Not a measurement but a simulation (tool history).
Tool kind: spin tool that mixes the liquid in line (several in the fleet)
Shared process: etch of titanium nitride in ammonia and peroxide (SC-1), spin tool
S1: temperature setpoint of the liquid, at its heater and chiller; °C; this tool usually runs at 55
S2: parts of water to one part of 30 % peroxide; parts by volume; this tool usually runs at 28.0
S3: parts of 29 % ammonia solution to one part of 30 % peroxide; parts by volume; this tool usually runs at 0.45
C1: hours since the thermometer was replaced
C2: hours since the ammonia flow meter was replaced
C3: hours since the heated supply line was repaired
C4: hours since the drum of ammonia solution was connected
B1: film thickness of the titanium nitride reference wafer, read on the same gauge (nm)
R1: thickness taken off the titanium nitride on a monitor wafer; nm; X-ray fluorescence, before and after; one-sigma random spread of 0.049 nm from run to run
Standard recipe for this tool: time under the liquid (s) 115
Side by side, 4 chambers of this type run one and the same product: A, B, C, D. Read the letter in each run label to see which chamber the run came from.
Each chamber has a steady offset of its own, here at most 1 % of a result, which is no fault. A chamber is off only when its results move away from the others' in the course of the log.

Run 1D, hour 9.4: usual settings; C1 536.6; C2 1189.2; C3 1187.5; C4 348.4; B1 90.027. Result: R1 5.2857 nm.
Run 2A, hour 17.2: usual settings; C1 68.3; C2 304.4; C3 1589.3; C4 664.2; B1 89.998. Result: R1 5.2213 nm.
Run 3C, hour 24.8: usual settings; C1 207.3; C2 245.9; C3 2149.2; C4 294.4; B1 89.976. Result: R1 5.1790 nm.
Run 4B, hour 33.8: usual settings; C1 387.2; C2 1195.6; C3 147.2; C4 298.0; B1 90.029. Result: R1 5.2354 nm.
Run 5A, hour 42.9: usual settings; C1 94.0; C2 330.1; C3 1615.0; C4 689.9; B1 89.986. Result: R1 5.3281 nm.
Run 6D, hour 47.5: usual settings; C1 574.7; C2 1227.3; C3 1225.6; C4 386.5; B1 89.969. Result: R1 5.3697 nm.
Run 7C, hour 54.8: usual settings; C1 237.3; C2 275.9; C3 2179.2; C4 324.4; B1 89.978. Result: R1 5.2866 nm.
Run 8B, hour 60.2: usual settings; C1 413.6; C2 1222.0; C3 173.6; C4 324.4; B1 90.004. Result: R1 5.2420 nm.
Run 9D, hour 65.6: usual settings; C1 592.8; C2 1245.4; C3 1243.7; C4 404.6; B1 89.993. Result: R1 5.2928 nm.
Run 10C, hour 72.8: usual settings; C1 255.3; C2 293.9; C3 2197.2; C4 342.4; B1 90.030. Result: R1 5.2621 nm.
Run 11A, hour 81.4: usual settings; C1 132.5; C2 368.6; C3 1653.5; C4 728.4; B1 89.996. Result: R1 5.1876 nm.
Run 12B, hour 88.8: usual settings but S2 18.5 parts by volume, S3 0.25 parts by volume; C1 442.2; C2 1250.6; C3 202.2; C4 353.0; B1 90.004. Result: R1 5.9668 nm.
Run 13A, hour 97.5: usual settings but S2 18.5 parts by volume, S3 0.25 parts by volume; C1 148.6; C2 384.7; C3 1669.6; C4 744.5; B1 90.050. Result: R1 5.9381 nm.
Run 14D, hour 104.8: usual settings but S2 18.5 parts by volume, S3 0.25 parts by volume; C1 632.0; C2 1284.6; C3 1282.9; C4 443.8; B1 89.989. Result: R1 5.9583 nm.
Run 15C, hour 109.4: usual settings but S2 18.5 parts by volume, S3 0.25 parts by volume; C1 291.9; C2 330.5; C3 2233.8; C4 379.0; B1 90.007. Result: R1 6.0079 nm.
Run 16B, hour 114.9: usual settings; C1 468.3; C2 1276.7; C3 228.3; C4 379.1; B1 90.015. Result: R1 5.3320 nm.
Run 17B, hour 120.9: usual settings; C1 474.3; C2 1282.7; C3 234.3; C4 385.1; B1 90.015. Result: R1 5.1554 nm.
Run 18D, hour 126.1: usual settings; C1 653.3; C2 1305.9; C3 1304.2; C4 465.1; B1 89.980. Result: R1 5.2693 nm.
Run 19C, hour 132.1: usual settings; C1 314.6; C2 353.2; C3 2256.5; C4 401.7; B1 90.000. Result: R1 5.2391 nm.
Run 20A, hour 138.4: usual settings; C1 189.5; C2 425.6; C3 1710.5; C4 785.4; B1 90.012. Result: R1 5.1828 nm.
Run 21A, hour 146.5: usual settings; C1 197.6; C2 433.7; C3 1718.6; C4 793.5; B1 90.000. Result: R1 5.1103 nm.
Run 22D, hour 151.1: usual settings; C1 678.3; C2 1330.9; C3 1329.2; C4 490.1; B1 90.042. Result: R1 5.3046 nm.
Run 23C, hour 160.3: usual settings; C1 342.8; C2 381.4; C3 2284.7; C4 429.9; B1 90.008. Result: R1 5.2456 nm.
Run 24B, hour 165.4: usual settings but S3 0.65 parts by volume; C1 518.8; C2 1327.2; C3 278.8; C4 429.6; B1 89.962. Result: R1 5.4932 nm.
Run 25D, hour 174.1: usual settings but S3 0.65 parts by volume; C1 701.3; C2 1353.9; C3 1352.2; C4 513.1; B1 90.016. Result: R1 5.7371 nm.
Run 26B, hour 181.1: usual settings but S3 0.65 parts by volume; C1 534.5; C2 1342.9; C3 294.5; C4 445.3; B1 90.004. Result: R1 5.6038 nm.
Run 27A, hour 186.3: usual settings but S3 0.65 parts by volume; C1 237.4; C2 473.5; C3 1758.4; C4 833.3; B1 89.984. Result: R1 5.5173 nm.
Run 28C, hour 195.1: usual settings; C1 377.6; C2 416.2; C3 2319.5; C4 464.7; B1 90.007. Result: R1 5.2163 nm.
Run 29A, hour 203.6: usual settings; C1 254.7; C2 490.8; C3 1775.7; C4 850.6; B1 90.002. Result: R1 5.1238 nm.
Run 30C, hour 210.0: usual settings; C1 392.5; C2 431.1; C3 2334.4; C4 479.6; B1 89.982. Result: R1 5.2465 nm.
Run 31D, hour 218.5: usual settings; C1 745.7; C2 1398.3; C3 1396.6; C4 557.5; B1 90.023. Result: R1 5.2271 nm.
Run 32B, hour 227.2: usual settings; C1 580.6; C2 1389.0; C3 340.6; C4 491.4; B1 90.013. Result: R1 5.2500 nm.
Run 33A, hour 236.5: usual settings; C1 287.6; C2 523.7; C3 1808.6; C4 883.5; B1 90.001. Result: R1 5.0296 nm.
Run 34B, hour 243.8: usual settings; C1 597.2; C2 1405.6; C3 357.2; C4 508.0; B1 89.973. Result: R1 5.2001 nm.
Run 35D, hour 250.3: usual settings but S2 38.0 parts by volume; C1 777.5; C2 1430.1; C3 1428.4; C4 589.3; B1 90.001. Result: R1 4.4204 nm.
Run 36C, hour 257.9: usual settings but S2 38.0 parts by volume; C1 440.4; C2 479.0; C3 2382.3; C4 527.5; B1 89.999. Result: R1 4.4996 nm.
Run 37D, hour 263.5: usual settings but S2 38.0 parts by volume; C1 790.7; C2 1443.3; C3 1441.6; C4 602.5; B1 90.020. Result: R1 4.4332 nm.
Run 38B, hour 268.9: usual settings but S2 38.0 parts by volume; C1 622.3; C2 1430.7; C3 382.3; C4 533.1; B1 90.015. Result: R1 4.4367 nm.
Run 39A, hour 275.8: usual settings; C1 326.9; C2 563.0; C3 1847.9; C4 922.8; B1 89.983. Result: R1 4.8774 nm.
Run 40C, hour 280.3: usual settings; C1 462.8; C2 501.4; C3 2404.7; C4 549.9; B1 89.960. Result: R1 5.2643 nm.

All chambers now run identical settings, listed one chamber a line with results as question marks. What results will each chamber show?
Run 41A, hour 287.3: usual settings. Result: R1 ?.
Run 41B, hour 287.3: usual settings. Result: R1 ?.
Run 41C, hour 287.3: usual settings. Result: R1 ?.
Run 41D, hour 287.3: usual settings. Result: R1 ?.

run      R1
41A  4.9398
41B  5.2954
41C  5.3014
41D  5.3437
